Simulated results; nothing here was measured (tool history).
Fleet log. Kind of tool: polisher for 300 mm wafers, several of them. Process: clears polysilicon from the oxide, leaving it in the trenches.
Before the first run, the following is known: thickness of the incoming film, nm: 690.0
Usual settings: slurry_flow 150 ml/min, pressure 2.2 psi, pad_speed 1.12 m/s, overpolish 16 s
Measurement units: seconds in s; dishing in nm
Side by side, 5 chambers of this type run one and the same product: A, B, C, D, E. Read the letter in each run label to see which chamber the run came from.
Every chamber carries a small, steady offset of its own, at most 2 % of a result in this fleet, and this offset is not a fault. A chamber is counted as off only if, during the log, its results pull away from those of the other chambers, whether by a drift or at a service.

run   hour  slurry_flow  pressure  pad_speed  overpolish  seconds  dishing
 1D      8          150       2.2       1.12          16   55.024   40.476
 2B   15.3          150       2.2       1.12          16   56.392    40.64
      23.5  -- chamber A: worn pad replaced by a new one
      24.4  -- chamber C: worn pad replaced by a new one
      25.6  -- chamber D: worn pad replaced by a new one
 3C   26.9          150       2.2       1.12          16    55.44   41.072
 4A     38          150       2.2       1.12          16   55.684   41.775
 5E   52.8          150       2.2       1.12          16   53.667   41.575
 6E   60.2          150       2.2       1.12          16   56.885   41.795
 7A     69          150       2.2       1.12          16   54.368   42.054
      78.1  -- chamber E: worn pad replaced by a new one
 8C   80.6          150       2.2       1.12          16   52.339   39.069
 9D   91.5          150       2.2       1.12          16   53.849   40.761
      95.7  -- chamber A: head pressure recalibrated
10B   98.9          150       2.2       1.12          16   56.976   40.701
     105.4  -- chamber A: worn pad replaced by a new one
     107.1  -- chamber C: head pressure recalibrated
11B  108.4          150       2.2       1.12          16   56.121   40.362
     114.6  -- chamber C: worn pad replaced by a new one
12E    119          150       2.2       1.12          16   55.199   40.664
13D  127.9          150       2.2       1.12          16   54.216   41.949
     134.2  -- chamber D: head pressure recalibrated
     134.6  -- chamber D: worn pad replaced by a new one
14C  139.5          150       2.2       1.12          16   57.028   40.069
     148.6  -- chamber E: worn pad replaced by a new one
15A  154.9          130       2.2       1.12           9   55.383   37.824
16C  163.8          130       2.2       1.12           9   55.961   38.103
17E    177          130       2.2       1.12           9   56.624   38.721
     180.6  -- chamber A: worn pad replaced by a new one
18D  191.6          130       2.2       1.12           9   56.435   37.574
       201  -- chamber B: worn pad replaced by a new one
19B  203.9          130       2.2       1.12           9   59.946   38.458
     214.1  -- chamber C: worn pad replaced by a new one
20A  214.4          150       2.2       1.12          16   52.485   40.196
     218.3  -- chamber A: slurry nozzle cleaned
21C    226          150       1.5       1.12           9   78.796     34.7
22A  237.4          150       1.5       1.12           9   81.173   34.543
     237.5  -- chamber E: worn pad replaced by a new one
     239.5  -- chamber D: worn pad replaced by a new one
23E  251.1          150       1.5       1.12           9    80.68   35.349
24B  264.9          150       1.5       1.12           9   82.485   33.383
     269.9  -- chamber A: worn pad replaced by a new one
25D  273.4          150       1.5       1.12           9   78.229   34.921
26A    282          150       2.2       1.12          16   54.862   40.185
27B  293.6          150       2.2       1.12          16   54.769   40.891
28E  304.1          150       2.2       1.12          16   57.069   41.966
     308.3  -- chamber C: worn pad replaced by a new one
     308.7  -- chamber E: worn pad replaced by a new one
29D  314.4          150       2.2       1.12          16   55.428   41.413
     321.4  -- chamber B: slurry nozzle cleaned
30C    328          150       2.8       1.12          16   43.601   40.319
       337  -- chamber A: worn pad replaced by a new one
31D  337.6          150       2.8       1.12          16   42.835   41.449
     350.5  -- chamber E: slurry nozzle cleaned
32B  352.8          150       2.8       1.12          16   43.924   40.089
33E  367.8          150       2.8       1.12          16   44.417   41.471
34A  380.1          150       2.8       1.12          16   43.468   40.882

Each of the 5 chambers runs these same settings next. Fill in every chamber's results:
35A  391.1          180       2.2       1.12          16        ?        ?
35B  391.1          180       2.2       1.12          16        ?        ?
35C  391.1          180       2.2       1.12          16        ?        ?
35D  391.1          180       2.2       1.12          16        ?        ?
35E  391.1          180       2.2       1.12          16        ?        ?

run  seconds  dishing
35A   53.669   41.377
35B   56.394   40.727
35C   53.993    40.86
35D   54.169   38.897
35E   55.173   40.753
